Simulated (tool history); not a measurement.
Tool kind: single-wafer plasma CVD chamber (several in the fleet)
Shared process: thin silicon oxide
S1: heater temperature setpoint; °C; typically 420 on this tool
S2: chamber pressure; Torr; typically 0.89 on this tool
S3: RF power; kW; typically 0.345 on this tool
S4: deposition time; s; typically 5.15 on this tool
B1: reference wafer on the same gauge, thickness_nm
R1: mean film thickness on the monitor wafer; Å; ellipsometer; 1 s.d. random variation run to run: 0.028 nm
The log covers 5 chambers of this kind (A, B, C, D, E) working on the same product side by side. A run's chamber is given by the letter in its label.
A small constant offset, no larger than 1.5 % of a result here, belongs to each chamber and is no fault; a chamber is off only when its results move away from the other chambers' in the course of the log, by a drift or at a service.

run   hour   S1     S2     S3    S4      B1      R1
 1C   11.7  420   0.89  0.345  5.15  11.399  108.97
 2D   22.7  420   0.89  0.345  5.15  11.398  107.78
 3B   35.1  420   0.89  0.345  5.15  11.394  108.42
 4E   42.4  420   0.89  0.345  5.15  11.411  109.81
 5A   55.5  420   0.89  0.345  5.15  11.394  107.76
      57.1  -- chamber B: capacitance manometer re-zeroed and calibrated
      64.1  -- chamber C: capacitance manometer re-zeroed and calibrated
 6A     65  420   0.89  0.345  5.15  11.396  107.71
 7E   76.3  420   0.89  0.345  5.15  11.401  109.98
 8C   87.3  431   0.89  0.345  5.15  11.398  108.13
 9D     99  431   0.89  0.345  5.15  11.398  106.84
       109  -- chamber E: thermocouple changed; heater temperature recalibrated
10B  113.7  431   0.89  0.345  5.15  11.398  107.07
11E  123.6  431   0.89  0.345  5.15  11.399   109.2
12C  135.5  431   0.89  0.345  5.15    11.4  108.22
     145.4  -- chamber E: capacitance manometer re-zeroed and calibrated
13A  147.6  420   0.89  0.345  5.15  11.402  107.91
14B  157.3  420   1.07  0.345  5.15  11.396  124.25
15D    165  420   1.07  0.345  5.15    11.4  123.59
16E  180.4  420   1.07  0.345  5.15  11.407  129.27
17A  191.6  420   1.07  0.345  5.15  11.399  124.19
18D  202.8  420   1.07  0.345  5.15  11.402  123.98
19B  211.4  420   0.89  0.345  5.15  11.405  107.84
20C  226.1  420   0.89  0.345  5.15  11.398  108.92
21D    240  420   0.89  0.345  5.15  11.405  108.13
22E  252.1  420   0.89  0.345  5.15  11.405  112.98
23A  259.2  420   0.89  0.345  5.15  11.406  108.17
       265  -- chamber A: capacitance manometer re-zeroed and calibrated
24B  274.5  420   0.89  0.345  5.15  11.401  108.45
25C  281.9  420   0.89  0.375  5.15  11.406  112.08
26D  290.2  420   0.89  0.375  5.15  11.397  111.18
27A  297.5  420   0.89  0.375  5.15  11.399   111.4
28C    309  420   0.89  0.375  5.15  11.404   112.2
29E  319.6  420   0.89  0.375  5.15  11.402  116.62
     326.8  -- chamber A: thermocouple changed; heater temperature recalibrated
30B  327.2  420   0.89  0.345  5.15  11.404  108.35
31E  337.6  420   0.89  0.345  5.15  11.402  112.28
32C  353.1  420  1.064  0.345  5.15  11.406  124.47
33D  366.6  420  1.064  0.345  5.15  11.398  123.48
34A  375.7  420  1.064  0.345  5.15  11.401  123.76
35B  387.4  420  1.064  0.345  5.15  11.399  123.57

Predict what each chamber gives when all 5 of them run the settings below next.
36A  398.8  420  1.023  0.345  5.15       ?
36B  398.8  420  1.023  0.345  5.15       ?
36C  398.8  420  1.023  0.345  5.15       ?
36D  398.8  420  1.023  0.345  5.15       ?
36E  398.8  420  1.023  0.345  5.15       ?

run      R1
36A  121.24
36B  120.66
36C  121.83
36D  120.22
36E  125.36
